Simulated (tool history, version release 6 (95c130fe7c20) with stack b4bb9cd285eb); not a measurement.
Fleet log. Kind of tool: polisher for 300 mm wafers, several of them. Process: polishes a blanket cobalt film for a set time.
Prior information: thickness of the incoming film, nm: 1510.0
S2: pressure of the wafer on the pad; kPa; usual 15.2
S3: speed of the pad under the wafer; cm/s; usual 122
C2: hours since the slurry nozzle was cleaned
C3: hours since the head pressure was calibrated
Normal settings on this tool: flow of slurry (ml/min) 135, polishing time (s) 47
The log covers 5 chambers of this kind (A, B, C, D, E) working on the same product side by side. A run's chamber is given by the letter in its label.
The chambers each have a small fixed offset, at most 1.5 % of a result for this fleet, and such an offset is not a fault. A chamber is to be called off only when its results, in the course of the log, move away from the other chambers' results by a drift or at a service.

-- hour=0.8 chamber E: worn pad replaced by a new one
run 1A hour=4.6 | flow_of_slurry_(ml/min)=135 S2=15.2 S3=122 polishing_time_(s)=47 | wafers_polished_on_this_pad=462 C2=403.0 C3=78.1 | film_removed_(angstrom)=3762.1
run 2C hour=8.0 | flow_of_slurry_(ml/min)=135 S2=15.2 S3=122 polishing_time_(s)=47 | wafers_polished_on_this_pad=610 C2=682.8 C3=529.1 | film_removed_(angstrom)=3752.2
run 3D hour=12.5 | flow_of_slurry_(ml/min)=135 S2=15.2 S3=122 polishing_time_(s)=47 | wafers_polished_on_this_pad=586 C2=234.8 C3=158.0 | film_removed_(angstrom)=3764.6
run 4B hour=17.2 | flow_of_slurry_(ml/min)=135 S2=15.2 S3=122 polishing_time_(s)=47 | wafers_polished_on_this_pad=775 C2=761.5 C3=168.8 | film_removed_(angstrom)=3708.9
-- hour=17.5 chamber D: worn pad replaced by a new one
run 5E hour=22.0 | flow_of_slurry_(ml/min)=135 S2=15.2 S3=122 polishing_time_(s)=47 | wafers_polished_on_this_pad=172 C2=333.9 C3=592.2 | film_removed_(angstrom)=3784.8
run 6C hour=27.3 | flow_of_slurry_(ml/min)=135 S2=15.2 S3=122 polishing_time_(s)=47 | wafers_polished_on_this_pad=766 C2=702.1 C3=548.4 | film_removed_(angstrom)=3697.8
run 7B hour=31.8 | flow_of_slurry_(ml/min)=135 S2=15.2 S3=122 polishing_time_(s)=47 | wafers_polished_on_this_pad=893 C2=776.1 C3=183.4 | film_removed_(angstrom)=3670.0
-- hour=33.1 chamber B: worn pad replaced by a new one
run 8E hour=36.3 | flow_of_slurry_(ml/min)=135 S2=20.0 S3=122 polishing_time_(s)=59 | wafers_polished_on_this_pad=287 C2=348.2 C3=606.5 | film_removed_(angstrom)=6196.8
-- hour=36.6 chamber B: slurry nozzle cleaned
run 9D hour=39.3 | flow_of_slurry_(ml/min)=135 S2=20.0 S3=122 polishing_time_(s)=59 | wafers_polished_on_this_pad=176 C2=261.6 C3=184.8 | film_removed_(angstrom)=6136.4
-- hour=39.8 chamber C: worn pad replaced by a new one
run 10A hour=42.5 | flow_of_slurry_(ml/min)=135 S2=20.0 S3=122 polishing_time_(s)=59 | wafers_polished_on_this_pad=768 C2=440.9 C3=116.0 | film_removed_(angstrom)=6252.0
run 11C hour=45.6 | flow_of_slurry_(ml/min)=135 S2=20.0 S3=122 polishing_time_(s)=59 | wafers_polished_on_this_pad=47 C2=720.4 C3=566.7 | film_removed_(angstrom)=6061.1
-- hour=47.6 chamber C: head pressure recalibrated
run 12E hour=48.8 | flow_of_slurry_(ml/min)=135 S2=20.0 S3=122 polishing_time_(s)=59 | wafers_polished_on_this_pad=388 C2=360.7 C3=619.0 | film_removed_(angstrom)=6185.8
run 13A hour=53.5 | flow_of_slurry_(ml/min)=135 S2=15.2 S3=122 polishing_time_(s)=47 | wafers_polished_on_this_pad=857 C2=451.9 C3=127.0 | film_removed_(angstrom)=3780.9
-- hour=53.7 chamber A: worn pad replaced by a new one
run 14B hour=56.6 | flow_of_slurry_(ml/min)=165 S2=15.2 S3=122 polishing_time_(s)=62 | wafers_polished_on_this_pad=190 C2=20.1 C3=208.2 | film_removed_(angstrom)=5035.2
run 15D hour=60.4 | flow_of_slurry_(ml/min)=165 S2=15.2 S3=122 polishing_time_(s)=62 | wafers_polished_on_this_pad=346 C2=282.7 C3=205.9 | film_removed_(angstrom)=5143.1
run 16C hour=62.7 | flow_of_slurry_(ml/min)=165 S2=15.2 S3=122 polishing_time_(s)=62 | wafers_polished_on_this_pad=185 C2=737.5 C3=15.2 | film_removed_(angstrom)=5083.6
run 17D hour=65.4 | flow_of_slurry_(ml/min)=165 S2=15.2 S3=122 polishing_time_(s)=62 | wafers_polished_on_this_pad=387 C2=287.7 C3=210.9 | film_removed_(angstrom)=5138.2
run 18E hour=70.2 | flow_of_slurry_(ml/min)=165 S2=15.2 S3=122 polishing_time_(s)=62 | wafers_polished_on_this_pad=561 C2=382.1 C3=640.4 | film_removed_(angstrom)=5091.7
run 19B hour=73.3 | flow_of_slurry_(ml/min)=135 S2=15.2 S3=122 polishing_time_(s)=47 | wafers_polished_on_this_pad=325 C2=36.8 C3=224.9 | film_removed_(angstrom)=3598.4
run 20A hour=76.4 | flow_of_slurry_(ml/min)=135 S2=15.2 S3=122 polishing_time_(s)=47 | wafers_polished_on_this_pad=184 C2=474.8 C3=149.9 | film_removed_(angstrom)=3762.2
run 21E hour=79.1 | flow_of_slurry_(ml/min)=135 S2=15.2 S3=122 polishing_time_(s)=47 | wafers_polished_on_this_pad=633 C2=391.0 C3=649.3 | film_removed_(angstrom)=3732.6
run 22D hour=83.8 | flow_of_slurry_(ml/min)=135 S2=15.2 S3=122 polishing_time_(s)=47 | wafers_polished_on_this_pad=535 C2=306.1 C3=229.3 | film_removed_(angstrom)=3718.4
run 23B hour=86.6 | flow_of_slurry_(ml/min)=100 S2=15.2 S3=122 polishing_time_(s)=58 | wafers_polished_on_this_pad=432 C2=50.1 C3=238.2 | film_removed_(angstrom)=4024.9
run 24C hour=90.0 | flow_of_slurry_(ml/min)=100 S2=15.2 S3=122 polishing_time_(s)=58 | wafers_polished_on_this_pad=405 C2=764.8 C3=42.5 | film_removed_(angstrom)=4294.8
run 25A hour=93.5 | flow_of_slurry_(ml/min)=100 S2=15.2 S3=122 polishing_time_(s)=58 | wafers_polished_on_this_pad=322 C2=491.9 C3=167.0 | film_removed_(angstrom)=4332.5
-- hour=96.5 chamber D: worn pad replaced by a new one
run 26A hour=97.4 | flow_of_slurry_(ml/min)=100 S2=15.2 S3=122 polishing_time_(s)=58 | wafers_polished_on_this_pad=354 C2=495.8 C3=170.9 | film_removed_(angstrom)=4421.8
run 27C hour=101.6 | flow_of_slurry_(ml/min)=100 S2=15.2 S3=122 polishing_time_(s)=58 | wafers_polished_on_this_pad=499 C2=776.4 C3=54.1 | film_removed_(angstrom)=4263.8
run 28B hour=105.4 | flow_of_slurry_(ml/min)=135 S2=15.2 S3=122 polishing_time_(s)=47 | wafers_polished_on_this_pad=584 C2=68.9 C3=257.0 | film_removed_(angstrom)=3475.4
run 29D hour=108.2 | flow_of_slurry_(ml/min)=135 S2=15.2 S3=122 polishing_time_(s)=47 | wafers_polished_on_this_pad=94 C2=330.5 C3=253.7 | film_removed_(angstrom)=3774.4
run 30E hour=112.1 | flow_of_slurry_(ml/min)=165 S2=15.2 S3=136 polishing_time_(s)=47 | wafers_polished_on_this_pad=900 C2=424.0 C3=682.3 | film_removed_(angstrom)=4321.6
run 31B hour=114.9 | flow_of_slurry_(ml/min)=165 S2=15.2 S3=136 polishing_time_(s)=47 | wafers_polished_on_this_pad=661 C2=78.4 C3=266.5 | film_removed_(angstrom)=3951.5
run 32E hour=119.4 | flow_of_slurry_(ml/min)=165 S2=15.2 S3=136 polishing_time_(s)=47 | wafers_polished_on_this_pad=959 C2=431.3 C3=689.6 | film_removed_(angstrom)=4317.0
run 33A hour=123.0 | flow_of_slurry_(ml/min)=165 S2=15.2 S3=136 polishing_time_(s)=47 | wafers_polished_on_this_pad=560 C2=521.4 C3=196.5 | film_removed_(angstrom)=4372.0

Decide between three cases: one chamber stands off from its peers, the gauge reading all wafers drifts, or nothing is wrong past each chamber's small offset. Where a chamber is off, say which and what most likely put it there.

Little by little, chamber B moves away from the other chambers.
What lies behind it: head's pressure below its setpoint, % = 9.01.
From this log alone, it may not be told apart from: removal rate lost through wear of the pad, %; slurry flow missing at the pad, %.

Chamber B could run next with any of the 4 candidate recipes listed below; each alters the usual settings, and their results appear as question marks. Which one brings its results back in line with what the other chambers deliver on the usual settings?
To be in line, a result may differ from the other chambers' mean on the usual settings by at most: film removed (angstrom) 93.0
run 34B-1 hour=126.7 | flow_of_slurry_(ml/min)=135 S2=15.2 S3=110 polishing_time_(s)=47 | film_removed_(angstrom)=?
run 34B-2 hour=126.7 | flow_of_slurry_(ml/min)=135 S2=15.9 S3=126 polishing_time_(s)=48 | film_removed_(angstrom)=?
run 34B-3 hour=126.7 | flow_of_slurry_(ml/min)=135 S2=15.2 S3=120 polishing_time_(s)=46 | film_removed_(angstrom)=?
run 34B-4 hour=126.7 | flow_of_slurry_(ml/min)=135 S2=15.2 S3=124 polishing_time_(s)=48 | film_removed_(angstrom)=?

The other chambers' mean on the usual settings: film removed (angstrom) 3743.1
run=34B-1 film_removed_(angstrom)=3054.0
run=34B-2 film_removed_(angstrom)=3741.6
run=34B-3 film_removed_(angstrom)=3265.3
run=34B-4 film_removed_(angstrom)=3522.6
The right change is 34B-2: it brings the chamber back within the allowed miss of the others.
